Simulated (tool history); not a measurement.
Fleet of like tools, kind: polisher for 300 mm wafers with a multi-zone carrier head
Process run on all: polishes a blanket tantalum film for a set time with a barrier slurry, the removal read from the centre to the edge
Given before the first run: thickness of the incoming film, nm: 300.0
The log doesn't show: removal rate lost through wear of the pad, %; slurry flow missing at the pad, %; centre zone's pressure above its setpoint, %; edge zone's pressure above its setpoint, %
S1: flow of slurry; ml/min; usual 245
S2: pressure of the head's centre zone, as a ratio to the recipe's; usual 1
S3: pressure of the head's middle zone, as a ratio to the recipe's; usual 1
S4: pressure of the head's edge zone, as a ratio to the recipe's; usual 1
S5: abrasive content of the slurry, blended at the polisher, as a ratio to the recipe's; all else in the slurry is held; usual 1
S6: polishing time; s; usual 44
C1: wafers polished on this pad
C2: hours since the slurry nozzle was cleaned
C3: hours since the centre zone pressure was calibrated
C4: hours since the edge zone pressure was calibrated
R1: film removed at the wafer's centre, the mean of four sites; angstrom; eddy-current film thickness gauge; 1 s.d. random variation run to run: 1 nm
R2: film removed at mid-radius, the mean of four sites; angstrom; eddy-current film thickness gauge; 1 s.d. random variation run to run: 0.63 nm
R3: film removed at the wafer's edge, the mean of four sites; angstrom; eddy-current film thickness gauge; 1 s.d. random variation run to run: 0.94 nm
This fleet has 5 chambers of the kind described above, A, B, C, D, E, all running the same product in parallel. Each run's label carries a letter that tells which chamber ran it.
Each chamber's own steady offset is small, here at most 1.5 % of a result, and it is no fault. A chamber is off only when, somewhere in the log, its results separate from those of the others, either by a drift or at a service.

| run | hour | S1 | S2 | S3 | S4 | S5 | S6 | C1 | C2 | C3 | C4 | R1 | R2 | R3 |
|---|---|---|---|---|---|---|---|---|---|---|---|---|---|---|
| 1E | 7.4 | 245 | 1 | 1 | 1 | 1 | 44 | 607 | 294 | 1112.8 | 154.9 | 978.31 | 977.56 | 984.53 |
|  | 9.8 | chamber E: worn pad replaced by a new one |
|  | 9.9 | chamber D: edge zone pressure recalibrated |
|  | 12.9 | chamber A: worn pad replaced by a new one |
| 2C | 13.6 | 245 | 1 | 1 | 1 | 1 | 44 | 658 | 364 | 154.9 | 879.9 | 989.39 | 988.52 | 978.67 |
|  | 19.3 | chamber D: worn pad replaced by a new one |
| 3A | 24.1 | 245 | 1 | 1 | 1 | 1 | 44 | 129 | 940 | 379.3 | 397.2 | 981.58 | 1007.6 | 995.76 |
|  | 26.3 | chamber D: slurry nozzle cleaned |
|  | 31.6 | chamber A: slurry nozzle cleaned |
| 4D | 31.6 | 245 | 1 | 1 | 1 | 1 | 44 | 141 | 5.4 | 877.3 | 21.8 | 971.43 | 987.35 | 971.62 |
| 5B | 42.5 | 215 | 1 | 1 | 1 | 1 | 44 | 492 | 51.6 | 535.1 | 868.3 | 970.82 | 976.72 | 972.9 |
|  | 47.5 | chamber C: worn pad replaced by a new one |
| 6B | 53.1 | 215 | 1 | 1 | 1 | 1 | 44 | 614 | 62.2 | 545.7 | 878.9 | 972.2 | 967.66 | 972.31 |
| 7C | 60.8 | 215 | 1 | 1 | 1 | 1 | 44 | 153 | 411.2 | 202.1 | 927.1 | 963.99 | 987.93 | 971.63 |
| 8E | 66.7 | 215 | 1 | 1 | 1 | 1 | 44 | 653 | 353.3 | 1172.1 | 214.2 | 955.07 | 968.48 | 973.46 |
| 9D | 72.7 | 215 | 1 | 1 | 1 | 1 | 44 | 613 | 46.5 | 918.4 | 62.9 | 984.31 | 987.75 | 976.94 |
|  | 73.8 | chamber E: worn pad replaced by a new one |
| 10A | 81.3 | 245 | 1 | 1 | 1 | 1 | 44 | 786 | 49.8 | 436.5 | 454.4 | 987.88 | 995.75 | 994.56 |
|  | 88.2 | chamber B: worn pad replaced by a new one |
| 11D | 89 | 245 | 1 | 1 | 1 | 0.75 | 44 | 801 | 62.8 | 934.7 | 79.2 | 893.3 | 908.74 | 908.6 |
| 12E | 95 | 245 | 1 | 1 | 1 | 0.75 | 44 | 243 | 381.6 | 1200.4 | 242.5 | 895.98 | 899.66 | 894.25 |
| 13A | 101.1 | 245 | 1 | 1 | 1 | 0.75 | 44 | 1013 | 69.6 | 456.3 | 474.2 | 901.36 | 902.49 | 906.38 |
|  | 105.7 | chamber D: worn pad replaced by a new one |
| 14B | 107 | 245 | 1 | 1 | 1 | 0.75 | 44 | 216 | 116.1 | 599.6 | 932.8 | 906.07 | 902.32 | 908.54 |
| 15C | 115.1 | 245 | 1 | 1 | 1 | 0.75 | 44 | 777 | 465.5 | 256.4 | 981.4 | 893.8 | 911.8 | 898.35 |
|  | 117.3 | chamber C: worn pad replaced by a new one |
|  | 125.3 | chamber A: worn pad replaced by a new one |
| 16A | 126.5 | 245 | 1 | 1 | 1 | 1 | 44 | 13 | 95 | 481.7 | 499.6 | 980.19 | 995.74 | 994.98 |
|  | 131.5 | chamber E: worn pad replaced by a new one |
| 17E | 135.9 | 170 | 1 | 1 | 1 | 1 | 44 | 51 | 422.5 | 1241.3 | 283.4 | 909.67 | 914.33 | 955.16 |
| 18D | 143.1 | 170 | 1 | 1 | 1 | 1 | 44 | 429 | 116.9 | 988.8 | 133.3 | 923.13 | 948.11 | 941.53 |
| 19C | 150.5 | 170 | 1 | 1 | 1 | 1 | 44 | 381 | 500.9 | 291.8 | 1016.8 | 934.41 | 941.47 | 928.23 |
| 20B | 162 | 170 | 1 | 1 | 1 | 1 | 44 | 847 | 171.1 | 654.6 | 987.8 | 949.51 | 946.15 | 930.71 |
|  | 163.7 | chamber E: edge zone pressure recalibrated |
|  | 163.8 | chamber C: slurry nozzle cleaned |
|  | 166.4 | chamber B: edge zone pressure recalibrated |
| 21A | 168.3 | 170 | 1 | 1 | 1 | 1 | 44 | 493 | 136.8 | 523.5 | 541.4 | 926.16 | 948.93 | 958.89 |
|  | 173.6 | chamber D: worn pad replaced by a new one |
| 22D | 174.4 | 245 | 1 | 1 | 1 | 1 | 44 | 9 | 148.2 | 1020.1 | 164.6 | 991.62 | 1003.6 | 972.29 |
|  | 178.4 | chamber B: worn pad replaced by a new one |
| 23B | 182.1 | 245 | 1 | 1 | 1 | 0.85 | 36 | 43 | 191.2 | 674.7 | 15.7 | 771.58 | 783.11 | 773.32 |
| 24E | 190.1 | 245 | 1 | 1 | 1 | 0.85 | 36 | 673 | 476.7 | 1295.5 | 26.4 | 751.71 | 738.45 | 759.52 |
|  | 190.3 | chamber C: worn pad replaced by a new one |
| 25C | 197.6 | 245 | 1 | 1 | 1 | 0.85 | 36 | 84 | 33.9 | 338.9 | 1063.9 | 770.02 | 774.33 | 763.71 |
|  | 198.3 | chamber E: worn pad replaced by a new one |
|  | 203.7 | chamber C: edge zone pressure recalibrated |
| 26B | 204.6 | 245 | 1 | 1 | 1 | 0.85 | 36 | 301 | 213.7 | 697.2 | 38.2 | 763.01 | 782.51 | 754.29 |
| 27E | 214.6 | 245 | 1 | 1 | 1 | 0.85 | 36 | 187 | 501.2 | 1320 | 50.9 | 740.22 | 751.75 | 755.06 |
| 28A | 221 | 245 | 1 | 1 | 1 | 1 | 44 | 1098 | 189.5 | 576.2 | 594.1 | 978.99 | 985.62 | 985.94 |
|  | 230.6 | chamber A: worn pad replaced by a new one |
| 29C | 230.8 | 245 | 1 | 1 | 1 | 1 | 44 | 466 | 67.1 | 372.1 | 27.1 | 979.34 | 1001.8 | 975.77 |
|  | 231.6 | chamber D: centre zone pressure recalibrated |
| 30D | 237.7 | 245 | 1 | 1 | 1 | 1 | 44 | 736 | 211.5 | 6.1 | 227.9 | 985.85 | 986.65 | 997.75 |
| 31E | 244.3 | 245 | 1 | 1 | 1 | 1 | 44 | 528 | 530.9 | 1349.7 | 80.6 | 937.93 | 961.25 | 942.2 |
|  | 244.9 | chamber D: worn pad replaced by a new one |
| 32A | 254.6 | 195 | 1 | 1 | 1 | 1 | 44 | 275 | 223.1 | 609.8 | 627.7 | 964.79 | 962.15 | 982.34 |
| 33D | 260.7 | 195 | 1 | 1 | 1 | 1 | 44 | 181 | 234.5 | 29.1 | 250.9 | 955.26 | 961.8 | 971.17 |
|  | 262 | chamber B: worn pad replaced by a new one |
| 34B | 270.2 | 195 | 1 | 1 | 1 | 1 | 44 | 94 | 279.3 | 762.8 | 103.8 | 936.08 | 956.22 | 943.36 |
|  | 271.8 | chamber C: worn pad replaced by a new one |
| 35C | 280.8 | 195 | 1 | 1 | 1 | 1 | 44 | 103 | 117.1 | 422.1 | 77.1 | 948.43 | 956.05 | 957.81 |
|  | 280.9 | chamber D: slurry nozzle cleaned |
| 36A | 287.1 | 195 | 1 | 1 | 1 | 1 | 44 | 649 | 255.6 | 642.3 | 660.2 | 961.06 | 962.92 | 986.31 |
| 37D | 297.1 | 245 | 1 | 1 | 1 | 1 | 44 | 599 | 16.3 | 65.5 | 287.3 | 977.65 | 1001.2 | 987.29 |

Is one chamber off against the others, does the gauge drift, or is nothing wrong? If a chamber is off, say which, and what the likeliest cause is.

One chamber, E, drifts off from the rest bit by bit.
Cause: slurry flow missing at the pad, % = 36.7.

Below are 4 candidate recipes for chamber E's next run, each the usual settings with a change, their results shown as question marks. Which of them brings E's results back in line with what the other chambers give on the usual settings?
A result is in line if it is within this distance of the other chambers' mean on the usual settings: R1 36 angstrom; R2 22 angstrom; R3 33 angstrom
| 38E-1 | 305.5 | 235 | 0.98 | 0.97 | 1.02 | 1 | 39 |  |  |  |  | ? | ? | ? |
| 38E-2 | 305.5 | 240 | 0.99 | 0.98 | 1.01 | 1 | 42 |  |  |  |  | ? | ? | ? |
| 38E-3 | 305.5 | 255 | 1.02 | 1.03 | 0.98 | 1 | 49 |  |  |  |  | ? | ? | ? |
| 38E-4 | 305.5 | 250 | 1.01 | 1.01 | 0.99 | 1 | 47 |  |  |  |  | ? | ? | ? |

On the usual settings, the other chambers give on average: R1 989.69 angstrom; R2 993.65 angstrom; R3 985.29 angstrom
| run | R1 | R2 | R3 |
|---|---|---|---|
| 38E-1 | 790.04 | 787.15 | 831.71 |
| 38E-2 | 864.26 | 859.07 | 893.46 |
| 38E-3 | 1055.1 | 1060.7 | 1033.5 |
| 38E-4 | 997.13 | 995.68 | 994.3 |
38E-4 is the one that brings the chamber's results back in line with the other chambers.
